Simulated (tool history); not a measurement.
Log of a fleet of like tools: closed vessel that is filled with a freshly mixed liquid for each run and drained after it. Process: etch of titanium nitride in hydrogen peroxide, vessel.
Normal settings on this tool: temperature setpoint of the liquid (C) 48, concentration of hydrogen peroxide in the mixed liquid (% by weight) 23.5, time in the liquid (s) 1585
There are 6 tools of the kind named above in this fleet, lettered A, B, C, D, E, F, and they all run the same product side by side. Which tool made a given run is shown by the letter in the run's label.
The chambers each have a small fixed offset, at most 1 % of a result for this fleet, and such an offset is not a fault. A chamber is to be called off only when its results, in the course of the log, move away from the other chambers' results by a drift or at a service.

run   hour  temperature setpoint of the liquid (C)  concentration of hydrogen peroxide in the mixed liquid (% by weight)  time in the liquid (s)  hours since the thermometer was replaced  hours since the peroxide flow meter was replaced  hours since the drum of peroxide was connected  read-back film thickness of the titanium nitride reference wafer, read on the same gauge (nm)  thickness taken off the titanium nitride on a monitor wafer (angstrom)
 1D    4.8                                      48                                                                  23.5                    1585                                    1056.9                                             515.3                                           512.3                                                                                         150.01                                                                  429.17
 2A    9.4                                      48                                                                  23.5                    1585                                      22.6                                            1392.5                                           241.1                                                                                         150.01                                                                  435.13
 3B   15.7                                      48                                                                  23.5                    1585                                     446.6                                            1508.1                                          1283.4                                                                                         150.03                                                                  435.66
 4E   23.2                                      48                                                                  23.5                    1585                                    1197.2                                             262.2                                           505.5                                                                                         149.99                                                                  436.42
 5F   27.7                                      48                                                                  23.5                    1585                                    2493.1                                            1206.1                                           217.4                                                                                         150.00                                                                  430.98
      28.2  -- chamber B: new drum of peroxide connected
 6C   31.3                                      48                                                                  23.5                    1585                                     922.2                                             480.6                                           111.5                                                                                         150.00                                                                  437.99
 7D   38.6                                      48                                                                  23.5                    1585                                    1090.7                                             549.1                                           546.1                                                                                         150.00                                                                  429.93
 8F   45.3                                      48                                                                  23.5                    1585                                    2510.7                                            1223.7                                           235.0                                                                                         150.00                                                                  431.28
 9B   50.7                                      48                                                                  27.0                     715                                     481.6                                            1543.1                                            22.6                                                                                         150.00                                                                  203.90
10C   56.9                                      48                                                                  27.0                     715                                     947.8                                             506.2                                           137.1                                                                                         149.99                                                                  203.17
11E   63.8                                      48                                                                  27.0                     715                                    1237.8                                             302.8                                           546.1                                                                                         149.99                                                                  202.23
12A   68.6                                      48                                                                  27.0                     715                                      81.8                                            1451.7                                           300.3                                                                                         150.02                                                                  202.50
13C   72.7                                      48                                                                  27.0                     715                                     963.6                                             522.0                                           152.9                                                                                         150.00                                                                  202.32
14F   79.9                                      48                                                                  27.0                     715                                    2545.3                                            1258.3                                           269.6                                                                                         150.00                                                                  200.07
15D   84.2                                      48                                                                  23.5                    1585                                    1136.3                                             594.7                                           591.7                                                                                         150.01                                                                  431.10
      89.4  -- chamber E: thermometer replaced
16E   90.1                                      48                                                                  23.5                    1585                                       0.8                                             329.1                                           572.4                                                                                         150.02                                                                  439.21
17B   96.8                                      48                                                                  23.5                    1585                                     527.7                                            1589.2                                            68.7                                                                                         149.98                                                                  432.23
18A  101.3                                      41                                                                  17.0                    1585                                     114.5                                            1484.4                                           333.0                                                                                         150.00                                                                  239.29
19B  107.5                                      41                                                                  17.0                    1585                                     538.4                                            1599.9                                            79.4                                                                                         150.00                                                                  240.29
20F  111.9                                      41                                                                  17.0                    1585                                    2577.3                                            1290.3                                           301.6                                                                                         150.00                                                                  240.46
21A  116.8                                      41                                                                  17.0                    1585                                     130.0                                            1499.9                                           348.5                                                                                         149.97                                                                  238.63
22C  122.9                                      41                                                                  17.0                    1585                                    1013.8                                             572.2                                           203.1                                                                                         150.00                                                                  242.48
23E  127.7                                      41                                                                  17.0                    1585                                      38.4                                             366.7                                           610.0                                                                                         150.01                                                                  243.49
24D  132.9                                      48                                                                  23.5                    1585                                    1185.0                                             643.4                                           640.4                                                                                         150.02                                                                  433.98
25B  140.4                                      48                                                                  23.5                    1585                                     571.3                                            1632.8                                           112.3                                                                                         149.99                                                                  436.22
26F  147.1                                      48                                                                  23.5                    1585                                    2612.5                                            1325.5                                           336.8                                                                                         150.00                                                                  432.87
27D  152.4                                      52                                                                  23.5                    2330                                    1204.5                                             662.9                                           659.9                                                                                         150.01                                                                  849.46
28A  159.6                                      52                                                                  23.5                    2330                                     172.8                                            1542.7                                           391.3                                                                                         150.00                                                                  856.84
29E  165.9                                      52                                                                  23.5                    2330                                      76.6                                             404.9                                           648.2                                                                                         150.01                                                                  864.89
     166.8  -- chamber A: peroxide flow meter replaced
30C  172.6                                      52                                                                  23.5                    2330                                    1063.5                                             621.9                                           252.8                                                                                         149.98                                                                  859.30
31A  178.0                                      52                                                                  23.5                    2330                                     191.2                                              11.2                                           409.7                                                                                         149.98                                                                  855.24
32D  182.4                                      52                                                                  23.5                    2330                                    1234.5                                             692.9                                           689.9                                                                                         150.00                                                                  849.07
33B  189.1                                      48                                                                  23.5                    1585                                     620.0                                            1681.5                                           161.0                                                                                         149.99                                                                  434.63
34F  195.1                                      48                                                                  23.5                    1585                                    2660.5                                            1373.5                                           384.8                                                                                         149.99                                                                  433.49
35C  200.6                                      48                                                                  23.5                    1585                                    1091.5                                             649.9                                           280.8                                                                                         150.03                                                                  437.93
     205.1  -- chamber C: new drum of peroxide connected
     205.6  -- chamber C: peroxide flow meter replaced
36E  205.6                                      48                                                                  23.5                    1585                                     116.3                                             444.6                                           687.9                                                                                         150.00                                                                  436.33
37D  210.1                                      48                                                                  23.5                    1585                                    1262.2                                             720.6                                           717.6                                                                                         150.00                                                                  430.78
38C  216.0                                      48                                                                  23.5                    1585                                    1106.9                                              10.5                                            11.0                                                                                         150.00                                                                  436.71
39B  223.3                                      48                                                                  23.5                    1585                                     654.2                                            1715.7                                           195.2                                                                                         149.98                                                                  435.39
40F  228.6                                      48                                                                  23.5                    2255                                    2694.0                                            1407.0                                           418.3                                                                                         150.02                                                                  620.96
41A  233.2                                      48                                                                  23.5                    2255                                     246.4                                              66.4                                           464.9                                                                                         149.97                                                                  616.27
42E  239.8                                      48                                                                  23.5                    2255                                     150.5                                             478.8                                           722.1                                                                                         150.01                                                                  623.56

Is one chamber out of step, is the gauge drifting, or do the chambers differ by no more than their own small offsets? For an off chamber, give its letter and the likeliest cause.

Nothing is wrong: each chamber keeps only its own small, steady offset and the gauge holds still.

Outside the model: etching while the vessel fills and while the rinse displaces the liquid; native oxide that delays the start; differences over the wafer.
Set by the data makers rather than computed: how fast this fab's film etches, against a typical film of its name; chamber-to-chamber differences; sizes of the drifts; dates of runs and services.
